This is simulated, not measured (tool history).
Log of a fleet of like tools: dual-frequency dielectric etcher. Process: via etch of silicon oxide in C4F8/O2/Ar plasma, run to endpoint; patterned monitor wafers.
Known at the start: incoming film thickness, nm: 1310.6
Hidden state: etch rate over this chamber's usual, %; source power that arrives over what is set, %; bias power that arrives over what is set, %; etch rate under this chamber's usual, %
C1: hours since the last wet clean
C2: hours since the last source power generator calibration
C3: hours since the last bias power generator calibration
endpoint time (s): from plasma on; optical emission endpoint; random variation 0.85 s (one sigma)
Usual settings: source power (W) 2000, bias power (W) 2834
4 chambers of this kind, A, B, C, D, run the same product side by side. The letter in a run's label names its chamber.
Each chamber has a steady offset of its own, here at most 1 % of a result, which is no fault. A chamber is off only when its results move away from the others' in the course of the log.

run 1A hour=4.5 | source_power_(W)=2000 bias_power_(W)=2834 | C1=141.6 C2=119.8 C3=82.4 | endpoint_time_(s)=234.93
run 2C hour=8.4 | source_power_(W)=2000 bias_power_(W)=2834 | C1=278 C2=1712.4 C3=1772 | endpoint_time_(s)=233.69
run 3B hour=14 | source_power_(W)=2000 bias_power_(W)=2834 | C1=468.5 C2=1074.4 C3=964.2 | endpoint_time_(s)=233.23
run 4D hour=18.7 | source_power_(W)=2000 bias_power_(W)=2834 | C1=385.1 C2=2123.3 C3=2867.9 | endpoint_time_(s)=230.63
run 5C hour=23 | source_power_(W)=2000 bias_power_(W)=2834 | C1=292.6 C2=1727 C3=1786.6 | endpoint_time_(s)=233.99
run 6A hour=28.1 | source_power_(W)=2000 bias_power_(W)=2834 | C1=165.2 C2=143.4 C3=106 | endpoint_time_(s)=235.49
-- hour=30.4 chamber D: wet clean of the chamber
run 7B hour=33.5 | source_power_(W)=2220 bias_power_(W)=2447 | C1=488 C2=1093.9 C3=983.7 | endpoint_time_(s)=234.32
-- hour=34.2 chamber B: wet clean of the chamber
run 8D hour=36.8 | source_power_(W)=2220 bias_power_(W)=2447 | C1=6.5 C2=2141.4 C3=2886 | endpoint_time_(s)=232.02
run 9C hour=40.6 | source_power_(W)=2220 bias_power_(W)=2447 | C1=310.2 C2=1744.6 C3=1804.2 | endpoint_time_(s)=235
run 10A hour=43.7 | source_power_(W)=2220 bias_power_(W)=2447 | C1=180.8 C2=159 C3=121.6 | endpoint_time_(s)=236.96
run 11B hour=48.9 | source_power_(W)=2000 bias_power_(W)=2834 | C1=14.7 C2=1109.3 C3=999.1 | endpoint_time_(s)=244.52
run 12D hour=52.1 | source_power_(W)=2000 bias_power_(W)=2834 | C1=21.8 C2=2156.7 C3=2901.3 | endpoint_time_(s)=230.81
run 13B hour=56 | source_power_(W)=2000 bias_power_(W)=2834 | C1=21.8 C2=1116.4 C3=1006.2 | endpoint_time_(s)=242.11
run 14A hour=61 | source_power_(W)=2000 bias_power_(W)=2834 | C1=198.1 C2=176.3 C3=138.9 | endpoint_time_(s)=234.77
run 15C hour=66.8 | source_power_(W)=2000 bias_power_(W)=2834 | C1=336.4 C2=1770.8 C3=1830.4 | endpoint_time_(s)=234.25
run 16D hour=72 | source_power_(W)=2000 bias_power_(W)=2834 | C1=41.7 C2=2176.6 C3=2921.2 | endpoint_time_(s)=231.67
run 17C hour=75.8 | source_power_(W)=2000 bias_power_(W)=2834 | C1=345.4 C2=1779.8 C3=1839.4 | endpoint_time_(s)=234.76
run 18B hour=79.8 | source_power_(W)=1760 bias_power_(W)=3257 | C1=45.6 C2=1140.2 C3=1030 | endpoint_time_(s)=243.65
run 19D hour=84 | source_power_(W)=1760 bias_power_(W)=3257 | C1=53.7 C2=2188.6 C3=2933.2 | endpoint_time_(s)=231.49
run 20A hour=88.9 | source_power_(W)=1760 bias_power_(W)=3257 | C1=226 C2=204.2 C3=166.8 | endpoint_time_(s)=238.9
run 21A hour=91.8 | source_power_(W)=1760 bias_power_(W)=3257 | C1=228.9 C2=207.1 C3=169.7 | endpoint_time_(s)=236.8
run 22D hour=97.8 | source_power_(W)=1570 bias_power_(W)=2297 | C1=67.5 C2=2202.4 C3=2947 | endpoint_time_(s)=271.38
run 23B hour=103.4 | source_power_(W)=1570 bias_power_(W)=2297 | C1=69.2 C2=1163.8 C3=1053.6 | endpoint_time_(s)=286.22
run 24C hour=108.8 | source_power_(W)=1570 bias_power_(W)=2297 | C1=378.4 C2=1812.8 C3=1872.4 | endpoint_time_(s)=273.75

All 4 chambers run these settings next. Forecast each chamber's results:
run 25A hour=113.4 | source_power_(W)=2000 bias_power_(W)=2834 | endpoint_time_(s)=?
run 25B hour=113.4 | source_power_(W)=2000 bias_power_(W)=2834 | endpoint_time_(s)=?
run 25C hour=113.4 | source_power_(W)=2000 bias_power_(W)=2834 | endpoint_time_(s)=?
run 25D hour=113.4 | source_power_(W)=2000 bias_power_(W)=2834 | endpoint_time_(s)=?

run=25A endpoint_time_(s)=236.92
run=25B endpoint_time_(s)=241.95
run=25C endpoint_time_(s)=232.28
run=25D endpoint_time_(s)=229.75
